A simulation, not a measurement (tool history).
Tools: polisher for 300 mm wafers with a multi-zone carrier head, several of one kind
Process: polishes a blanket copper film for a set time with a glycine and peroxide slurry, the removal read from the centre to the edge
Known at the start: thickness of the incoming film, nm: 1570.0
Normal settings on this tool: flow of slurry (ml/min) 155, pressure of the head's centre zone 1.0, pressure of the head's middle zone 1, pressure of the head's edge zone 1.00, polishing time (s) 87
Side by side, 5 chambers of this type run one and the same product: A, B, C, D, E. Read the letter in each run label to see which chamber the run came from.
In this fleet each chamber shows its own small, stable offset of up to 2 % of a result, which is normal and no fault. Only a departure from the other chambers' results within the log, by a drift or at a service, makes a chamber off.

run	hour	flow of slurry (ml/min)	pressure of the head's centre zone	pressure of the head's middle zone	pressure of the head's edge zone	polishing time (s)	wafers polished on this pad	hours since the slurry nozzle was cleaned	hours since the centre zone pressure was calibrated	hours since the edge zone pressure was calibrated	film removed at the wafer's centre (angstrom)	film removed at mid-radius (angstrom)	film removed at the wafer's edge (angstrom)
1C	3.5	155	1.0	1	1.00	87	447	486.8	553.6	672.1	4903.6	4872.5	4878.4
2B	6.5	155	1.0	1	1.00	87	493	399.1	285.5	263.7	4773.0	4825.6	4851.4
3A	9.9	155	1.0	1	1.00	87	88	192.2	1082.0	1133.9	4764.8	4960.3	4792.4
4E	13.1	155	1.0	1	1.00	87	122	412.0	451.8	317.9	4934.0	4808.9	4878.5
5D	16.4	130	1.0	1	1.00	87	950	40.3	241.1	24.7	4597.0	4731.8	4760.0
6B	20.9	130	1.0	1	1.00	87	568	413.5	299.9	278.1	4705.1	4654.2	4707.5
7A	25.4	130	1.0	1	1.00	87	170	207.7	1097.5	1149.4	4577.8	4791.0	4648.2
8E	29.4	130	1.0	1	1.00	87	207	428.3	468.1	334.2	4659.7	4541.0	4752.5
# hour 30.5: chamber E: edge zone pressure recalibrated
9C	31.7	130	1.0	1	1.00	87	595	515.0	581.8	700.3	4640.9	4644.9	4701.2
10D	36.7	155	1.0	1	1.00	87	1057	60.6	261.4	45.0	4792.9	4844.6	4814.7
11A	39.3	155	1.0	1	1.00	87	243	221.6	1111.4	1163.3	4736.7	4760.2	4867.3
12B	42.7	155	1.0	1	1.00	87	683	435.3	321.7	299.9	4813.5	4879.3	4853.8
# hour 43.5: chamber B: worn pad replaced by a new one
13D	45.7	155	1.0	1	0.92	87	1104	69.6	270.4	54.0	4772.2	4908.6	4636.9
14C	50.6	155	1.0	1	0.92	87	695	533.9	600.7	719.2	4899.5	4832.1	4636.0
15E	52.9	155	1.0	1	0.92	87	331	451.8	491.6	22.4	4763.8	4839.8	4643.3
16A	57.2	155	1.0	1	0.92	87	337	239.5	1129.3	1181.2	4768.1	4878.4	4647.1
17D	62.2	155	1.0	1	0.92	87	1191	86.1	286.9	70.5	4735.6	4754.6	4565.0
18B	66.2	125	1.0	1	1.00	68	119	458.8	345.2	323.4	3626.6	3602.4	3637.7
19C	68.4	125	1.0	1	1.00	68	788	551.7	618.5	737.0	3675.2	3639.7	3672.3
20E	71.5	125	1.0	1	1.00	68	429	470.4	510.2	41.0	3588.3	3585.3	3724.8
# hour 72.0: chamber D: centre zone pressure recalibrated
21E	74.7	125	1.0	1	1.00	68	446	473.6	513.4	44.2	3693.4	3523.4	3642.6
22C	77.6	125	1.0	1	1.00	68	837	560.9	627.7	746.2	3642.2	3663.0	3671.4
# hour 80.6: chamber C: slurry nozzle cleaned
23B	82.5	155	0.9	1	0.93	87	205	475.1	361.5	339.7	4257.0	4847.2	4635.3
24A	85.5	155	0.9	1	0.93	87	486	267.8	1157.6	1209.5	4224.8	4892.1	4700.5
25D	89.4	155	0.9	1	0.93	87	1334	113.3	17.4	97.7	4104.7	4658.5	4484.2
# hour 90.7: chamber E: slurry nozzle cleaned
26A	93.6	155	0.9	1	0.93	87	528	275.9	1165.7	1217.6	4355.7	4894.3	4650.1
# hour 94.5: chamber E: worn pad replaced by a new one
27E	98.0	155	0.9	1	0.93	87	18	7.4	536.7	67.5	4315.8	4717.2	4687.1
28C	102.1	155	1.0	1	1.00	87	966	21.6	652.2	770.7	4925.1	4815.6	4809.0
29D	106.1	155	1.0	1	1.00	87	1422	130.0	34.1	114.4	4543.5	4577.9	4504.2
30B	110.7	155	1.0	1	1.00	87	353	503.3	389.7	367.9	4850.9	4923.9	4822.0

The same settings go to every chamber for the next run, one line per chamber below. Forecast the results for each:
31A	114.3	155	1.0	1	1.00	87					?	?	?
31B	114.3	155	1.0	1	1.00	87					?	?	?
31C	114.3	155	1.0	1	1.00	87					?	?	?
31D	114.3	155	1.0	1	1.00	87					?	?	?
31E	114.3	155	1.0	1	1.00	87					?	?	?

run	film removed at the wafer's centre (angstrom)	film removed at mid-radius (angstrom)	film removed at the wafer's edge (angstrom)
31A	4753.2	4934.3	4772.2
31B	4932.5	4806.9	4765.5
31C	4818.5	4815.5	4838.7
31D	4430.1	4685.0	4445.9
31E	4898.6	4773.1	4818.2
